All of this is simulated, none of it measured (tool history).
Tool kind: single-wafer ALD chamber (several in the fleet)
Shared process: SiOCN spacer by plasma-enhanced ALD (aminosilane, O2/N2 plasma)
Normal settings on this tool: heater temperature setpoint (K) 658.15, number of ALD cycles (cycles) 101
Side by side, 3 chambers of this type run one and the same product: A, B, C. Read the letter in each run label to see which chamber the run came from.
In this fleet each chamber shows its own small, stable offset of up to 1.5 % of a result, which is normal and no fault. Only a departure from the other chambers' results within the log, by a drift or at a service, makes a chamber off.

run	hour	heater temperature setpoint (K)	number of ALD cycles (cycles)	hours since the last thermocouple change	read-back reference wafer on the same gauge, thickness_nm	mean film thickness on the monitor wafer (nm)
1B	13.3	658.15	101	119.2	5.7904	6.042
2C	26.9	658.15	101	392.8	5.7878	6.0684
3A	41.4	658.15	101	1201.7	5.7857	6.0356
4A	56.2	658.15	101	1216.5	5.7851	6.0311
5B	64.8	668.15	119	170.7	5.7836	7.0965
6C	73.2	668.15	119	439.1	5.7854	7.1558
7C	86	668.15	119	451.9	5.785	7.154
8A	98.1	658.15	101	1258.4	5.7842	6.0334
9B	104.7	658.15	101	210.6	5.7827	6.0267
10B	113.6	658.15	101	219.5	5.7845	6.0207
11C	125.2	658.15	101	491.1	5.7822	6.0619
12A	132.9	658.15	101	1293.2	5.7809	6.0339
13C	145	658.15	101	510.9	5.7794	6.071
14A	159.8	658.15	101	1320.1	5.7801	6.0136
15B	173.3	658.15	101	279.2	5.7794	6.0225
16A	184.7	658.15	101	1345	5.7803	6.0175
17B	192.7	658.15	101	298.6	5.7764	6.0257
18C	200.1	658.15	101	566	5.7769	6.0573
19C	208.8	658.15	101	574.7	5.7764	6.0653
20A	217.4	658.15	101	1377.7	5.7749	6.0233
21B	226.4	658.15	101	332.3	5.775	6.0229
22A	236.6	658.15	101	1396.9	5.774	6.0156
23B	246.5	658.15	101	352.4	5.7752	6.01
24C	258.7	658.15	101	624.6	5.7733	6.0588
25B	267.4	646.15	109	373.3	5.775	6.5008
26A	275.5	646.15	109	1435.8	5.7725	6.4906
27C	289	646.15	109	654.9	5.7707	6.5401
28B	299.1	653.15	118	405	5.7702	7.0294
29C	306.4	653.15	118	672.3	5.7703	7.0831
30A	320.9	653.15	118	1481.2	5.77	7.0063
31A	329.7	658.15	101	1490	5.7694	6.0141
32C	342	658.15	101	707.9	5.7678	6.0521
33B	350.2	658.15	115	456.1	5.7684	6.8448
34A	358.5	658.15	115	1518.8	5.7672	6.8394
35B	365.4	658.15	115	471.3	5.7649	6.8369
36C	375.2	658.15	101	741.1	5.7661	6.0487

Does one chamber stand apart from the rest, does the shared gauge drift, or is all well apart from small per-chamber offsets? Give the chamber and the most likely cause, where there is one.

Gauge drift. The chambers move together only on paper, and none stands off.
Likeliest cause: gauge reads low (%) = 0.434.
